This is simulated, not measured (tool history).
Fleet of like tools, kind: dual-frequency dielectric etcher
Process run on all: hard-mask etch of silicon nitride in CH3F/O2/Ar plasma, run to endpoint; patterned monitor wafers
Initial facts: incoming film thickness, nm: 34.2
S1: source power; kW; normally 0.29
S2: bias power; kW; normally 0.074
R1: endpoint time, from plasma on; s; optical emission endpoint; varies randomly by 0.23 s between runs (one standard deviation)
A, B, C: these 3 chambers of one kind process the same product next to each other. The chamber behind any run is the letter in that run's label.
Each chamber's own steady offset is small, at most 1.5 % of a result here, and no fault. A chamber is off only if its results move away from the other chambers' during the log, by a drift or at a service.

run,day,S1,S2,R1
1A,0.304,0.29,0.074,55.796
2C,0.592,0.29,0.074,55.846
3B,0.896,0.29,0.074,55.094
4B,1.192,0.29,0.074,55.224
5A,1.529,0.29,0.074,55.23
6C,1.85,0.29,0.074,56.346
7C,2.05,0.36,0.061,54.934
8B,2.325,0.36,0.061,54.396
9A,2.679,0.36,0.061,54.92
10C,3.017,0.24,0.083,57.687
11A,3.283,0.24,0.083,56.833
12B,3.621,0.24,0.083,56.94
13C,3.904,0.29,0.074,55.927
14A,4.279,0.29,0.074,55.398
15B,4.667,0.29,0.074,55.448
# day 4.95: chamber A: bias power generator calibrated
16A,4.95,0.29,0.074,55.16
17B,5.354,0.29,0.074,54.985
18C,5.738,0.29,0.074,56.514
19B,6.004,0.29,0.074,55.023
20C,6.338,0.29,0.074,56.302
21A,6.558,0.29,0.074,55.484
22A,6.925,0.29,0.074,55.495
23B,7.129,0.29,0.074,54.952
24C,7.333,0.29,0.074,56.712
25A,7.742,0.34,0.074,52.002
26B,8.008,0.34,0.074,51.76
27C,8.212,0.34,0.074,53.194
28C,8.529,0.29,0.074,56.934
29B,8.792,0.23,0.074,59.58
30A,9.175,0.23,0.074,60.383
31B,9.588,0.23,0.074,59.811
32A,9.958,0.29,0.074,55.626
33C,10.183,0.25,0.06,64.82
34B,10.508,0.25,0.06,62.885

All 3 chambers run these settings next. Forecast each chamber's results:
35A,10.804,0.29,0.061,?
35B,10.804,0.29,0.061,?
35C,10.804,0.29,0.061,?

run,R1
35A,59.185
35B,58.629
35C,61.301

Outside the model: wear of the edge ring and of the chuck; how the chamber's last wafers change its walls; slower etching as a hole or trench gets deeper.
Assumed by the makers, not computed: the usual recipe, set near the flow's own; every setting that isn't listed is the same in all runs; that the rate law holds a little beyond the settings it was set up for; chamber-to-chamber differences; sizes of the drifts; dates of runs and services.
